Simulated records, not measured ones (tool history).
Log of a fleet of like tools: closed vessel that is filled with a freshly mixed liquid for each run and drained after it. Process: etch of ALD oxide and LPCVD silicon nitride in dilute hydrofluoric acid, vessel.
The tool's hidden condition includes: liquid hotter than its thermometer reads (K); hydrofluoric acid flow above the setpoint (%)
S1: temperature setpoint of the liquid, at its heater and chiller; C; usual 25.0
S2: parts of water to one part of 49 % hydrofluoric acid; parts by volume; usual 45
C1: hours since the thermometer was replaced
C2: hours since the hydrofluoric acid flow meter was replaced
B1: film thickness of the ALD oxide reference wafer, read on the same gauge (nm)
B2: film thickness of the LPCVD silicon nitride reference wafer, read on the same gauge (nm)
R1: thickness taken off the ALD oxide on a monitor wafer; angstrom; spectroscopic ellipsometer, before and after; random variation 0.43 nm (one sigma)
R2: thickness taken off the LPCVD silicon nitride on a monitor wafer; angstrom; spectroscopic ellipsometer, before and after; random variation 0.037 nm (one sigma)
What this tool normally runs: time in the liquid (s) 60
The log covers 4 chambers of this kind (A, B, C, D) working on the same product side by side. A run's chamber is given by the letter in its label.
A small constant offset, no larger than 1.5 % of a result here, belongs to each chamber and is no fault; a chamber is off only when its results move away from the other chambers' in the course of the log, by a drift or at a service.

Run 1C, hour 3.5: usual settings; C1 420.6; C2 268.5; B1 39.994; B2 130.01. Result: R1 488.45 angstrom, R2 6.8780 angstrom.
Run 2A, hour 6.6: usual settings; C1 432.1; C2 291.3; B1 40.002; B2 129.98. Result: R1 490.55 angstrom, R2 6.8120 angstrom.
Run 3D, hour 10.5: usual settings; C1 407.4; C2 27.4; B1 39.982; B2 130.01. Result: R1 485.67 angstrom, R2 6.5282 angstrom.
Run 4B, hour 15.4: usual settings; C1 131.4; C2 629.6; B1 39.998; B2 130.00. Result: R1 487.59 angstrom, R2 6.0890 angstrom.
Run 5A, hour 18.5: usual settings; C1 444.0; C2 303.2; B1 40.019; B2 129.98. Result: R1 487.73 angstrom, R2 6.7302 angstrom.
Run 6D, hour 25.2: usual settings; C1 422.1; C2 42.1; B1 40.029; B2 130.00. Result: R1 478.95 angstrom, R2 7.4733 angstrom.
Run 7B, hour 30.3: usual settings; C1 146.3; C2 644.5; B1 39.984; B2 130.00. Result: R1 488.56 angstrom, R2 6.5443 angstrom.
Run 8C, hour 35.1: usual settings; C1 452.2; C2 300.1; B1 39.978; B2 130.00. Result: R1 494.07 angstrom, R2 7.1451 angstrom.
Run 9C, hour 40.5: usual settings; C1 457.6; C2 305.5; B1 40.007; B2 130.01. Result: R1 495.91 angstrom, R2 6.2135 angstrom.
Run 10D, hour 44.3: usual settings but S2 30 parts by volume; C1 441.2; C2 61.2; B1 39.999; B2 130.00. Result: R1 733.68 angstrom, R2 10.0480 angstrom.
Run 11A, hour 48.1: usual settings but S2 30 parts by volume; C1 473.6; C2 332.8; B1 40.005; B2 130.02. Result: R1 731.11 angstrom, R2 10.1650 angstrom.
Run 12B, hour 54.2: usual settings but S2 30 parts by volume; C1 170.2; C2 668.4; B1 40.002; B2 130.02. Result: R1 736.55 angstrom, R2 9.8333 angstrom.
Run 13C, hour 57.7: usual settings but S2 30 parts by volume; C1 474.8; C2 322.7; B1 39.987; B2 130.01. Result: R1 748.59 angstrom, R2 9.6925 angstrom.
Run 14D, hour 62.6: usual settings; C1 459.5; C2 79.5; B1 40.009; B2 130.01. Result: R1 483.54 angstrom, R2 6.6729 angstrom.
Run 15A, hour 67.0: usual settings; C1 492.5; C2 351.7; B1 39.980; B2 130.01. Result: R1 487.86 angstrom, R2 6.9639 angstrom.
Run 16B, hour 73.0: usual settings; C1 189.0; C2 687.2; B1 40.014; B2 130.01. Result: R1 474.39 angstrom, R2 7.4708 angstrom.
Run 17D, hour 77.3: usual settings; C1 474.2; C2 94.2; B1 40.001; B2 130.01. Result: R1 478.86 angstrom, R2 6.3834 angstrom.
Run 18A, hour 81.7: usual settings; C1 507.2; C2 366.4; B1 40.005; B2 130.01. Result: R1 479.60 angstrom, R2 6.0737 angstrom.
Run 19C, hour 86.1: usual settings but S1 27.0 C, time in the liquid (s) 95; C1 503.2; C2 351.1; B1 39.994; B2 129.98. Result: R1 841.31 angstrom, R2 11.4220 angstrom.
Run 20B, hour 92.5: usual settings but S1 27.0 C, time in the liquid (s) 95; C1 208.5; C2 706.7; B1 39.989; B2 130.00. Result: R1 823.15 angstrom, R2 12.1870 angstrom.
Run 21A, hour 97.6: usual settings but S1 27.0 C, time in the liquid (s) 95; C1 523.1; C2 382.3; B1 40.030; B2 130.00. Result: R1 824.18 angstrom, R2 12.0300 angstrom.
Run 22B, hour 101.7: usual settings but S1 27.0 C, time in the liquid (s) 95; C1 217.7; C2 715.9; B1 40.001; B2 129.98. Result: R1 825.79 angstrom, R2 12.4930 angstrom.
Run 23C, hour 105.8: usual settings; C1 522.9; C2 370.8; B1 40.017; B2 130.00. Result: R1 488.72 angstrom, R2 6.7633 angstrom.
Run 24D, hour 110.1: usual settings; C1 507.0; C2 127.0; B1 39.984; B2 130.01. Result: R1 475.20 angstrom, R2 6.0882 angstrom.
Run 25A, hour 113.1: usual settings; C1 538.6; C2 397.8; B1 39.995; B2 130.01. Result: R1 487.32 angstrom, R2 7.0184 angstrom.
Run 26B, hour 119.1: usual settings; C1 235.1; C2 733.3; B1 39.988; B2 130.02. Result: R1 471.81 angstrom, R2 6.9084 angstrom.
Run 27C, hour 124.8: usual settings; C1 541.9; C2 389.8; B1 39.993; B2 130.01. Result: R1 492.72 angstrom, R2 6.6897 angstrom.
Run 28D, hour 130.7: usual settings; C1 527.6; C2 147.6; B1 39.996; B2 130.00. Result: R1 482.77 angstrom, R2 5.9937 angstrom.
Run 29A, hour 134.9: usual settings but S1 22.5 C, S2 30 parts by volume; C1 560.4; C2 419.6; B1 40.024; B2 130.00. Result: R1 677.27 angstrom, R2 8.5587 angstrom.
Run 30B, hour 140.0: usual settings but S1 22.5 C, S2 30 parts by volume; C1 256.0; C2 754.2; B1 40.011; B2 129.99. Result: R1 669.48 angstrom, R2 8.0230 angstrom.
Run 31D, hour 143.3: usual settings but S1 22.5 C, S2 30 parts by volume; C1 540.2; C2 160.2; B1 39.996; B2 130.02. Result: R1 652.92 angstrom, R2 7.8375 angstrom.
Run 32C, hour 147.5: usual settings but S1 22.5 C, S2 30 parts by volume; C1 564.6; C2 412.5; B1 39.993; B2 130.00. Result: R1 676.92 angstrom, R2 7.8257 angstrom.
Run 33D, hour 154.1: usual settings; C1 551.0; C2 171.0; B1 39.967; B2 130.00. Result: R1 483.47 angstrom, R2 6.5871 angstrom.

Each of the 4 chambers runs these same settings next. Fill in every chamber's results:
Run 34A, hour 158.9: usual settings but S1 20.5 C. Result: R1 ?, R2 ?.
Run 34B, hour 158.9: usual settings but S1 20.5 C. Result: R1 ?, R2 ?.
Run 34C, hour 158.9: usual settings but S1 20.5 C. Result: R1 ?, R2 ?.
Run 34D, hour 158.9: usual settings but S1 20.5 C. Result: R1 ?, R2 ?.

run      R1      R2
34A  400.30  5.2781
34B  397.38  4.9654
34C  402.15  4.5947
34D  400.21  4.9771
